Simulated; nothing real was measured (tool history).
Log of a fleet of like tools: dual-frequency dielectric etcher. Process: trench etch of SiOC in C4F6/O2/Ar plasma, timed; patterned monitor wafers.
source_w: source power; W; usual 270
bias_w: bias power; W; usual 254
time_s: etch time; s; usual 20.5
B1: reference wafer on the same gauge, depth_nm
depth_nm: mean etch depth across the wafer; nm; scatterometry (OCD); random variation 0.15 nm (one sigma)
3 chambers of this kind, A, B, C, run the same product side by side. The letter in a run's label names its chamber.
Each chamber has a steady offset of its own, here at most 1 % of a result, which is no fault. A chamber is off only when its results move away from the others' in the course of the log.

Run 1B, hour 5.2: usual settings; B1 41.178. Result: depth_nm 41.071 nm.
Run 2A, hour 10.4: usual settings; B1 41.198. Result: depth_nm 41.335 nm.
Run 3C, hour 15.5: usual settings; B1 41.189. Result: depth_nm 40.579 nm.
Run 4B, hour 22.2: usual settings; B1 41.191. Result: depth_nm 40.944 nm.
Run 5A, hour 26.8: usual settings but bias_w 308 W; B1 41.219. Result: depth_nm 44.175 nm.
Run 6C, hour 31.6: usual settings but bias_w 308 W; B1 41.189. Result: depth_nm 43.895 nm.
Run 7C, hour 38.5: usual settings but bias_w 308 W; B1 41.202. Result: depth_nm 43.638 nm.
Run 8A, hour 46.9: usual settings; B1 41.241. Result: depth_nm 41.430 nm.
Run 9B, hour 53.6: usual settings; B1 41.177. Result: depth_nm 41.325 nm.
Run 10B, hour 59.4: usual settings; B1 41.166. Result: depth_nm 41.172 nm.
Run 11C, hour 67.6: usual settings; B1 41.179. Result: depth_nm 40.628 nm.
Run 12A, hour 72.8: usual settings; B1 41.170. Result: depth_nm 41.412 nm.
Run 13B, hour 81.1: usual settings; B1 41.208. Result: depth_nm 41.163 nm.
Run 14C, hour 88.3: usual settings; B1 41.215. Result: depth_nm 40.539 nm.
Run 15A, hour 94.3: usual settings; B1 41.218. Result: depth_nm 41.363 nm.
Run 16C, hour 99.5: usual settings; B1 41.216. Result: depth_nm 40.861 nm.
Run 17B, hour 106.8: usual settings; B1 41.204. Result: depth_nm 41.059 nm.
Run 18A, hour 114.0: usual settings; B1 41.183. Result: depth_nm 41.457 nm.
Run 19B, hour 119.7: usual settings; B1 41.198. Result: depth_nm 41.052 nm.
Run 20A, hour 124.8: usual settings; B1 41.207. Result: depth_nm 41.532 nm.
Run 21C, hour 129.4: usual settings; B1 41.218. Result: depth_nm 40.864 nm.
Run 22A, hour 135.7: usual settings; B1 41.195. Result: depth_nm 41.468 nm.
Run 23C, hour 140.8: usual settings; B1 41.178. Result: depth_nm 40.728 nm.
Run 24B, hour 149.6: usual settings; B1 41.176. Result: depth_nm 41.307 nm.
Run 25A, hour 154.3: usual settings; B1 41.185. Result: depth_nm 41.294 nm.
Run 26B, hour 158.9: usual settings; B1 41.212. Result: depth_nm 41.236 nm.
Run 27C, hour 166.0: usual settings; B1 41.204. Result: depth_nm 40.607 nm.
Run 28A, hour 174.3: usual settings; B1 41.221. Result: depth_nm 41.345 nm.
Run 29C, hour 178.4: usual settings; B1 41.238. Result: depth_nm 40.656 nm.
Run 30B, hour 182.2: usual settings; B1 41.200. Result: depth_nm 41.018 nm.
Run 31C, hour 186.7: usual settings; B1 41.192. Result: depth_nm 40.578 nm.
Run 32B, hour 194.5: usual settings but source_w 230 W, time_s 15.0 s; B1 41.218. Result: depth_nm 28.221 nm.
Run 33A, hour 199.0: usual settings but source_w 230 W, time_s 15.0 s; B1 41.180. Result: depth_nm 28.552 nm.
At hour 203.2: chamber B: wet clean of the chamber.
Run 34B, hour 204.7: usual settings but source_w 230 W, time_s 15.0 s; B1 41.195. Result: depth_nm 28.335 nm.
Run 35A, hour 209.0: usual settings; B1 41.199. Result: depth_nm 41.414 nm.
Run 36C, hour 215.8: usual settings; B1 41.229. Result: depth_nm 40.718 nm.
Run 37C, hour 220.1: usual settings but bias_w 282 W; B1 41.204. Result: depth_nm 42.225 nm.
Run 38B, hour 225.3: usual settings but bias_w 282 W; B1 41.181. Result: depth_nm 42.693 nm.
Run 39A, hour 233.7: usual settings but bias_w 282 W; B1 41.177. Result: depth_nm 42.719 nm.
Run 40B, hour 239.2: usual settings; B1 41.193. Result: depth_nm 41.301 nm.
Run 41A, hour 246.4: usual settings; B1 41.239. Result: depth_nm 41.125 nm.
Run 42C, hour 254.4: usual settings; B1 41.205. Result: depth_nm 40.746 nm.

Is one chamber off against the others, does the gauge drift, or is nothing wrong? If a chamber is off, say which, and what the likeliest cause is.

No chamber stands off beyond its own small offset, and the gauge holds steady.

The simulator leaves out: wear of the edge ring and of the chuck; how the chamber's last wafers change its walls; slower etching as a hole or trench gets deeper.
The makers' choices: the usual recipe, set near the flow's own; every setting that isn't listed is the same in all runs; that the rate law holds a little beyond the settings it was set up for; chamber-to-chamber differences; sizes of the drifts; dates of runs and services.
